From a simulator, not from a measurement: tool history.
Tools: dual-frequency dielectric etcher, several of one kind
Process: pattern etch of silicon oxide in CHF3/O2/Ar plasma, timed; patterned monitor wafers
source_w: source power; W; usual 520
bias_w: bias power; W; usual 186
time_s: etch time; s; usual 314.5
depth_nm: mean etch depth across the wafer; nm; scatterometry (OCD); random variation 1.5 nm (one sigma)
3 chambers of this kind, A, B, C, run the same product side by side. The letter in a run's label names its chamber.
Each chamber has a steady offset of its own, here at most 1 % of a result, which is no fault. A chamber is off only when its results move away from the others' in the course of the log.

| run | hour | source_w | bias_w | time_s | read-back reference wafer on the same gauge, depth_nm | depth_nm |
|---|---|---|---|---|---|---|
| 1B | 4.8 | 520 | 186 | 314.5 | 475.87 | 598.68 |
| 2C | 10.5 | 520 | 186 | 314.5 | 475.95 | 595.69 |
| 3A | 14.6 | 520 | 186 | 314.5 | 475.79 | 600.36 |
| 4C | 18.8 | 520 | 186 | 314.5 | 475.95 | 594.6 |
| 5A | 25.9 | 520 | 186 | 314.5 | 476.14 | 600.4 |
| 6B | 31.1 | 520 | 186 | 314.5 | 476.06 | 600.07 |
|  | 33.1 | chamber B: source power generator calibrated |
| 7C | 37.8 | 520 | 186 | 314.5 | 476.1 | 593.38 |
| 8A | 45.2 | 520 | 186 | 314.5 | 475.89 | 596.59 |
| 9B | 48.5 | 520 | 186 | 314.5 | 476.07 | 604.42 |
| 10B | 53.7 | 580 | 154 | 314.5 | 475.96 | 588.87 |
| 11C | 59.8 | 580 | 154 | 314.5 | 476.05 | 578.37 |
| 12A | 64.1 | 580 | 154 | 314.5 | 476.05 | 586.84 |
| 13B | 68.6 | 520 | 186 | 314.5 | 476.19 | 605.11 |
| 14A | 75.6 | 520 | 186 | 314.5 | 475.97 | 600.47 |
| 15C | 79.6 | 520 | 186 | 314.5 | 476.13 | 592.99 |
| 16B | 86.8 | 520 | 186 | 314.5 | 476.01 | 607.79 |
| 17A | 93 | 520 | 186 | 314.5 | 476.09 | 596.46 |
| 18C | 98.1 | 520 | 186 | 314.5 | 476.16 | 593.86 |
| 19C | 102.2 | 520 | 186 | 314.5 | 475.93 | 593.97 |
| 20B | 107.4 | 520 | 186 | 314.5 | 476.24 | 611.58 |
| 21A | 111 | 520 | 186 | 314.5 | 476.02 | 601.1 |
| 22B | 116 | 520 | 186 | 314.5 | 475.97 | 611.96 |
| 23C | 119.2 | 520 | 186 | 314.5 | 476.33 | 590.6 |
| 24A | 125.5 | 520 | 186 | 314.5 | 476.23 | 602.79 |
| 25B | 131.7 | 520 | 186 | 314.5 | 476.11 | 611.12 |
| 26C | 138.2 | 520 | 186 | 279.5 | 475.96 | 526.58 |
| 27A | 144.3 | 520 | 186 | 279.5 | 476.04 | 534.48 |
|  | 146.6 | chamber C: wet clean of the chamber |
| 28C | 147.7 | 520 | 186 | 279.5 | 476.16 | 527.42 |
| 29B | 151.6 | 520 | 186 | 314.5 | 476.36 | 615.07 |
| 30A | 158.9 | 520 | 186 | 314.5 | 476.24 | 600.68 |
| 31C | 165.8 | 520 | 186 | 314.5 | 476.34 | 592.82 |
| 32B | 172.6 | 520 | 186 | 314.5 | 475.89 | 614.43 |
|  | 174.3 | chamber C: bias power generator calibrated |
| 33A | 178.8 | 520 | 186 | 314.5 | 476.36 | 599.67 |
| 34B | 182.4 | 520 | 186 | 228.5 | 475.71 | 447.72 |
| 35C | 186.3 | 520 | 186 | 228.5 | 476.03 | 432.55 |
| 36A | 192.6 | 520 | 186 | 228.5 | 476.16 | 433.92 |
| 37C | 197.8 | 520 | 186 | 314.5 | 475.77 | 593.49 |

All 3 chambers run these settings next. Forecast each chamber's results:
| 38A | 203.1 | 430 | 186 | 314.5 |  | ? |
| 38B | 203.1 | 430 | 186 | 314.5 |  | ? |
| 38C | 203.1 | 430 | 186 | 314.5 |  | ? |

| run | depth_nm |
|---|---|
| 38A | 557.95 |
| 38B | 577.18 |
| 38C | 549.7 |
